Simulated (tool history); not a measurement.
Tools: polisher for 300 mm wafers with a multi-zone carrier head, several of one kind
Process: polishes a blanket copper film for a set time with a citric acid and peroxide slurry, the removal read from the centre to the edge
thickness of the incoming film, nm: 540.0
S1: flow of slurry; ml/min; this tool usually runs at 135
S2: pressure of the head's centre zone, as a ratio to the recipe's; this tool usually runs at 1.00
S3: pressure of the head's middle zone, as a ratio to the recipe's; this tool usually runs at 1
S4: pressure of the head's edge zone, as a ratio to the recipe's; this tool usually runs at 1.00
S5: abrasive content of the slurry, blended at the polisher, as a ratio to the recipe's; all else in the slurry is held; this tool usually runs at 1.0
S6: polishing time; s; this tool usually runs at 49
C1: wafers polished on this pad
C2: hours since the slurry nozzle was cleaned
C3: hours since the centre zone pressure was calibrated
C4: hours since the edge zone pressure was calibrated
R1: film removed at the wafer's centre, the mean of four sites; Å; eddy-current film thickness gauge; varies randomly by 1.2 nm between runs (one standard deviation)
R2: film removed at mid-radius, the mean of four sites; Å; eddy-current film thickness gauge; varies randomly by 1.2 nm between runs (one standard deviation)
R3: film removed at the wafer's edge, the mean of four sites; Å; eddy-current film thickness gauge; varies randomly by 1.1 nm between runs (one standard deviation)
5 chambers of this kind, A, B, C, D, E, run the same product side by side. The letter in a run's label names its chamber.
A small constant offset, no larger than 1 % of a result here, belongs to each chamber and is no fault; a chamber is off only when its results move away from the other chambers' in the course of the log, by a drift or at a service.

run,day,S1,S2,S3,S4,S5,S6,C1,C2,C3,C4,R1,R2,R3
# day 0.025: chamber A: worn pad replaced by a new one
1D,0.275,135,1.00,1,1.00,1.0,49,373,56.5,1059.5,487.7,1010.30,1005.60,1030.00
# day 0.458: chamber B: slurry nozzle cleaned
2E,0.517,135,1.00,1,1.00,1.0,49,447,68.9,313.1,414.5,1018.20,1019.00,998.61
# day 0.621: chamber B: worn pad replaced by a new one
3B,0.817,135,1.00,1,1.00,1.0,49,69,8.6,473.4,478.4,1007.10,1015.30,984.18
4C,0.962,135,1.00,1,1.00,1.0,49,509,182.2,512.7,512.0,1010.70,981.12,994.13
5A,1.179,135,1.00,1,1.00,1.0,49,405,363.2,326.0,405.4,992.57,1012.00,1003.40
6A,1.362,135,1.00,1,1.00,1.0,49,469,367.6,330.4,409.8,1022.30,1018.70,997.52
7E,1.583,135,1.00,1,1.00,1.0,49,820,94.5,338.7,440.1,1007.40,1000.00,999.07
8C,1.750,135,1.00,1,1.00,1.0,49,784,201.1,531.6,530.9,1002.80,1014.90,1002.60
# day 1.804: chamber C: worn pad replaced by a new one
9B,2.012,135,1.00,1,1.00,1.0,49,488,37.3,502.1,507.1,1019.90,998.18,988.99
10D,2.333,135,1.00,1,1.00,1.0,49,1094,105.9,1108.9,537.1,982.54,996.83,994.86
11A,2.512,120,0.89,1,1.00,1.0,49,872,395.2,358.0,437.4,855.86,983.45,985.22
12E,2.721,120,0.89,1,1.00,1.0,49,1219,121.8,366.0,467.4,849.45,967.40,996.13
# day 2.788: chamber A: worn pad replaced by a new one
# day 2.800: chamber B: worn pad replaced by a new one
13D,3.038,120,0.89,1,1.00,1.0,49,1340,122.8,1125.8,554.0,851.04,944.06,965.92
# day 3.167: chamber E: worn pad replaced by a new one
14B,3.292,120,0.89,1,1.00,1.0,49,173,68.0,532.8,537.8,850.97,973.38,968.82
# day 3.342: chamber A: centre zone pressure recalibrated
15C,3.500,120,0.89,1,1.00,1.0,49,595,243.1,573.6,572.9,851.81,960.21,975.42
16C,3.825,135,1.00,1,0.94,1.2,49,709,250.9,581.4,580.7,1040.10,1044.20,1003.60
# day 3.929: chamber C: worn pad replaced by a new one
17A,3.996,135,1.00,1,0.94,1.2,49,423,430.8,15.7,473.0,1028.50,1043.00,992.01
# day 4.112: chamber C: edge zone pressure recalibrated
18E,4.217,135,1.00,1,0.94,1.2,49,368,157.7,401.9,503.3,1039.90,1018.20,1029.10
19D,4.421,135,1.00,1,0.94,1.2,49,1825,156.0,1159.0,587.2,1034.00,995.45,956.68
20B,4.621,135,1.00,1,0.94,1.2,49,638,99.9,564.7,569.7,1037.30,1037.30,1004.90
21E,4.908,135,1.00,1,1.00,1.0,49,611,174.3,418.5,519.9,1004.00,1024.90,1004.10
# day 5.092: chamber B: worn pad replaced by a new one
22A,5.183,135,1.00,1,1.00,1.0,49,839,459.3,44.2,501.5,1014.90,1000.00,1018.00
23D,5.346,135,0.96,1,1.11,1.0,49,2149,178.2,1181.2,609.4,916.83,975.90,1011.00
24B,5.538,135,0.96,1,1.11,1.0,49,156,121.9,586.7,591.7,957.63,1003.20,1052.80
# day 5.825: chamber A: worn pad replaced by a new one
25C,5.842,135,0.96,1,1.11,1.0,49,669,299.3,629.8,41.6,959.42,980.82,1052.30
26D,6.154,135,0.96,1,1.11,1.0,49,2432,197.6,1200.6,628.8,925.11,945.14,996.07
27C,6.400,135,0.96,1,1.11,1.0,49,865,312.7,643.2,55.0,959.12,1008.60,1069.70
# day 6.562: chamber C: worn pad replaced by a new one
28E,6.562,135,1.00,1,1.00,1.0,49,1190,214.0,458.2,559.6,1009.80,980.96,988.87
29B,6.758,135,1.00,1,1.00,1.0,49,583,151.2,616.0,621.0,1019.20,1033.00,997.57
30A,6.979,135,1.00,1,1.00,1.0,49,404,502.4,87.3,544.6,995.08,995.49,1000.70
# day 7.004: chamber B: worn pad replaced by a new one
# day 7.296: chamber E: worn pad replaced by a new one
31C,7.300,135,1.00,1,1.00,1.0,49,258,334.3,664.8,76.6,1004.00,999.46,1011.90
32A,7.454,135,1.00,1,1.00,1.0,49,570,513.8,98.7,556.0,1021.90,1002.60,991.43
33B,7.779,135,1.00,1,1.00,1.0,49,272,175.7,640.5,645.5,1015.30,989.55,1000.20
34D,8.029,135,1.00,1,1.00,1.0,49,3088,242.6,1245.6,673.8,955.42,920.53,933.02
35E,8.292,135,1.00,1,1.00,1.0,49,349,255.5,499.7,601.1,1040.50,1008.80,1006.00

Does one chamber stand apart from the rest, does the shared gauge drift, or is all well apart from small per-chamber offsets? Give the chamber and the most likely cause, where there is one.

Chamber D drifts away from the others.
What lies behind it: removal rate lost through wear of the pad, % = 7.44.
The log may not tell that from: slurry flow missing at the pad, %.

Here are 4 candidates for chamber D's next run, each the usual settings with a change, their results left as question marks. Which one brings its results back in line with what the others give on the usual settings?
A result is in line if it is within this distance of the other chambers' mean on the usual settings: R1 41.00 Å; R2 43.00 Å; R3 39.00 Å
36D-1,8.529,135,0.99,1.01,1.01,1.0,53,,,,,?,?,?
36D-2,8.529,135,0.99,1.01,1.01,1.0,56,,,,,?,?,?
36D-3,8.529,135,1.00,1.00,1.00,1.0,46,,,,,?,?,?
36D-4,8.529,135,1.01,0.99,0.99,1.0,42,,,,,?,?,?

Other chambers, usual settings, mean: R1 1007.00 Å; R2 999.27 Å; R3 998.90 Å
run,R1,R2,R3
36D-1,1010.70,1013.70,1005.20
36D-2,1068.00,1071.10,1062.10
36D-3,886.89,871.70,868.11
36D-4,818.57,788.45,788.63
The answer is 36D-1, which returns the chamber to within the allowed miss of the others.
